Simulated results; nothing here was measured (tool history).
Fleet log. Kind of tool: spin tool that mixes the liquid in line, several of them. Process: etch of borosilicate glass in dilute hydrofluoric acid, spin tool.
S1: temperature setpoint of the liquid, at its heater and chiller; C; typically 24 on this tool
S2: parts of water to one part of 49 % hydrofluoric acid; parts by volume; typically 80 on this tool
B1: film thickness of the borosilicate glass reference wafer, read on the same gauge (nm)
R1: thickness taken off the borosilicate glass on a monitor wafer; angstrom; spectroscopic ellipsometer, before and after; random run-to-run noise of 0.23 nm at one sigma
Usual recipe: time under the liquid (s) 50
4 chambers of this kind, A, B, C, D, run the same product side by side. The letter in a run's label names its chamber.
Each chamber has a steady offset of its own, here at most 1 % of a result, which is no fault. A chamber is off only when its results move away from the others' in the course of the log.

{"hour": 1.7, "done": "chamber A: thermometer replaced"}
{"run": "1D", "hour": 5.8, "S1": 24, "S2": 80, "time under the liquid (s)": 50, "B1": 129.99, "R1": 225}
{"run": "2C", "hour": 10.4, "S1": 24, "S2": 80, "time under the liquid (s)": 50, "B1": 130, "R1": 231.52}
{"run": "3A", "hour": 16.1, "S1": 24, "S2": 80, "time under the liquid (s)": 50, "B1": 129.97, "R1": 227.55}
{"run": "4B", "hour": 21.5, "S1": 24, "S2": 80, "time under the liquid (s)": 50, "B1": 130.01, "R1": 221.11}
{"run": "5C", "hour": 26.7, "S1": 24, "S2": 80, "time under the liquid (s)": 50, "B1": 130.01, "R1": 228.71}
{"run": "6B", "hour": 31.4, "S1": 24, "S2": 80, "time under the liquid (s)": 50, "B1": 129.99, "R1": 227.83}
{"run": "7A", "hour": 38.2, "S1": 24, "S2": 80, "time under the liquid (s)": 50, "B1": 130.01, "R1": 228.17}
{"run": "8D", "hour": 41.2, "S1": 24, "S2": 80, "time under the liquid (s)": 50, "B1": 130.01, "R1": 226.45}
{"run": "9A", "hour": 47.7, "S1": 24, "S2": 80, "time under the liquid (s)": 50, "B1": 130, "R1": 225.33}
{"run": "10C", "hour": 51.8, "S1": 24, "S2": 80, "time under the liquid (s)": 50, "B1": 130, "R1": 230.8}
{"run": "11D", "hour": 57.7, "S1": 24, "S2": 80, "time under the liquid (s)": 50, "B1": 129.98, "R1": 225.18}
{"run": "12B", "hour": 61.0, "S1": 24, "S2": 80, "time under the liquid (s)": 50, "B1": 130.01, "R1": 225.62}
{"run": "13D", "hour": 67.6, "S1": 24, "S2": 95, "time under the liquid (s)": 75, "B1": 130, "R1": 283.08}
{"run": "14B", "hour": 72.7, "S1": 24, "S2": 95, "time under the liquid (s)": 75, "B1": 130, "R1": 280.26}
{"run": "15A", "hour": 77.4, "S1": 24, "S2": 95, "time under the liquid (s)": 75, "B1": 129.99, "R1": 273.38}
{"run": "16C", "hour": 80.6, "S1": 24, "S2": 95, "time under the liquid (s)": 75, "B1": 130.01, "R1": 282.57}
{"run": "17C", "hour": 84.3, "S1": 24, "S2": 45, "time under the liquid (s)": 80, "B1": 129.98, "R1": 671.56}
{"run": "18B", "hour": 89.4, "S1": 24, "S2": 45, "time under the liquid (s)": 80, "B1": 130, "R1": 672.03}
{"run": "19D", "hour": 94.1, "S1": 24, "S2": 45, "time under the liquid (s)": 80, "B1": 129.98, "R1": 670.1}
{"run": "20A", "hour": 98.1, "S1": 24, "S2": 45, "time under the liquid (s)": 80, "B1": 130, "R1": 648.72}
{"run": "21A", "hour": 104.3, "S1": 24, "S2": 80, "time under the liquid (s)": 50, "B1": 130.02, "R1": 219.43}
{"hour": 109.4, "done": "chamber B: hydrofluoric acid flow meter replaced"}
{"run": "22D", "hour": 110.7, "S1": 24, "S2": 80, "time under the liquid (s)": 50, "B1": 130, "R1": 226.27}
{"run": "23C", "hour": 115.5, "S1": 28.5, "S2": 80, "time under the liquid (s)": 50, "B1": 130, "R1": 271.28}
{"run": "24B", "hour": 122.0, "S1": 28.5, "S2": 80, "time under the liquid (s)": 50, "B1": 130.03, "R1": 272.53}
{"run": "25C", "hour": 128.2, "S1": 28.5, "S2": 80, "time under the liquid (s)": 50, "B1": 129.98, "R1": 272.08}

Read the log: is a single chamber off, either drifting away or since a service, is the gauge that measures every chamber drifting, or is nothing wrong beyond small per-chamber offsets? Name any odd chamber and what most likely caused it.

One chamber, A, drifts off from the rest bit by bit.
Likeliest cause: hydrofluoric acid flow below the setpoint (%) = 5.6.
With only this log, it may be confused with: liquid colder than its thermometer reads (K).

Here are 4 candidates for chamber A's next run, each the usual settings with a change, their results left as question marks. Which one brings its results back in line with what the others give on the usual settings?
A result is in line if it is within this distance of the other chambers' mean on the usual settings: R1 7.9 angstrom
{"run": "26A-1", "hour": 133.2, "S1": 21, "S2": 80, "time under the liquid (s)": 50, "R1": "?"}
{"run": "26A-2", "hour": 133.2, "S1": 24, "S2": 85, "time under the liquid (s)": 50, "R1": "?"}
{"run": "26A-3", "hour": 133.2, "S1": 27, "S2": 80, "time under the liquid (s)": 50, "R1": "?"}
{"run": "26A-4", "hour": 133.2, "S1": 25.5, "S2": 80, "time under the liquid (s)": 50, "R1": "?"}

Usual-settings mean across the other chambers: R1 227.78 angstrom
run=26A-1 R1=191.53
run=26A-2 R1=202.28
run=26A-3 R1=243.26
run=26A-4 R1=229.44
Change 26A-4 lands the chamber within the allowed miss of the other chambers.
